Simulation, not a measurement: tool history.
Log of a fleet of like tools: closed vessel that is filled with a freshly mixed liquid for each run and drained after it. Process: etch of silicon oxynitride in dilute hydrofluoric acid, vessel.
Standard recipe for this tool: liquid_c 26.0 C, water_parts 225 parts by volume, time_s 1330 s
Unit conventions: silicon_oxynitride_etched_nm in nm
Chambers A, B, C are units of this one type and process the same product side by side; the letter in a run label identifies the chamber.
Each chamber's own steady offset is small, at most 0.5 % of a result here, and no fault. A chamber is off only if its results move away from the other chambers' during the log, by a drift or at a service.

run,day,liquid_c,water_parts,time_s,"read-back film thickness of the silicon oxynitride reference wafer, read on the same gauge (nm)",silicon_oxynitride_etched_nm
1B,0.367,26.0,225,1330,69.993,27.831
2A,0.558,26.0,225,1330,69.951,28.015
3C,0.946,26.0,225,1330,70.012,27.945
4C,1.271,26.0,225,1330,69.980,27.914
5B,1.446,22.0,280,1330,70.033,18.196
6A,1.650,22.0,280,1330,70.002,18.125
7B,1.829,22.0,280,1330,70.041,18.176
8A,2.042,26.0,225,1330,70.000,27.647
9C,2.412,26.0,225,1330,69.969,28.012
10B,2.817,26.0,225,1330,70.055,27.785
11C,3.129,26.0,225,1330,69.985,28.228
12A,3.321,26.0,225,1330,70.031,27.943
13C,3.496,26.0,225,1330,70.025,27.970
14A,3.833,26.0,225,1330,69.994,27.902
15B,4.233,26.0,225,1330,69.970,28.070
16C,4.450,28.5,225,1890,69.979,44.219
17A,4.708,28.5,225,1890,70.002,44.312
18B,4.992,28.5,225,1890,70.022,44.337
19C,5.300,22.5,225,1330,70.032,24.354
20A,5.500,22.5,225,1330,70.011,23.933
21B,5.721,22.5,225,1330,70.005,23.767
22B,6.071,26.0,225,1330,70.006,27.985
23C,6.300,26.0,225,1330,70.007,28.649
24A,6.567,26.0,225,1330,69.995,27.674
25A,6.762,26.0,225,1330,70.004,28.041
26B,7.021,26.0,225,1330,70.025,28.102
27C,7.379,26.0,225,1330,70.040,28.611
28C,7.700,26.0,225,1330,69.996,28.838
29B,7.933,26.0,225,1330,70.038,27.695
30A,8.342,21.0,225,1700,70.001,28.433
31C,8.558,21.0,225,1700,70.011,30.017
32B,8.758,21.0,225,1700,70.009,28.720
33A,8.938,26.0,225,1330,69.994,27.637
34A,9.312,26.0,225,1330,70.018,28.228
35C,9.492,26.0,225,1330,70.025,29.519
36B,9.746,26.0,225,1330,70.043,28.147
37C,10.088,26.0,260,1330,69.984,24.917
38A,10.396,26.0,260,1330,69.990,23.710
39B,10.588,26.0,260,1330,69.988,23.515
40A,10.783,30.5,225,1700,69.984,43.039
41C,10.983,30.5,225,1700,70.020,46.106
42B,11.333,30.5,225,1700,69.992,42.986

Read the log: is a single chamber off, either drifting away or since a service, is the gauge that measures every chamber drifting, or is nothing wrong beyond small per-chamber offsets? Name any odd chamber and what most likely caused it.

Chamber C drifts away from the others.
What lies behind it: hydrofluoric acid flow above the setpoint (%) = 5.85.
The log may not separate it from: liquid hotter than its thermometer reads (K).

Chamber C could run next with any of the 4 candidate recipes listed below; each alters the usual settings, and their results appear as question marks. Which one brings its results back in line with what the other chambers deliver on the usual settings?
Allowed miss from the other chambers' usual-settings mean, per result, to count as in line: silicon_oxynitride_etched_nm 0.490 nm
43C-1,11.625,26.0,230,1280,,?
43C-2,11.625,26.0,225,1420,,?
43C-3,11.625,26.0,230,1330,,?
43C-4,11.625,26.0,220,1330,,?

Usual-settings mean across the other chambers: silicon_oxynitride_etched_nm 27.962 nm
run,silicon_oxynitride_etched_nm
43C-1,28.095
43C-2,31.983
43C-3,29.192
43C-4,30.757
With 43C-1, the chamber falls back in line with the rest.
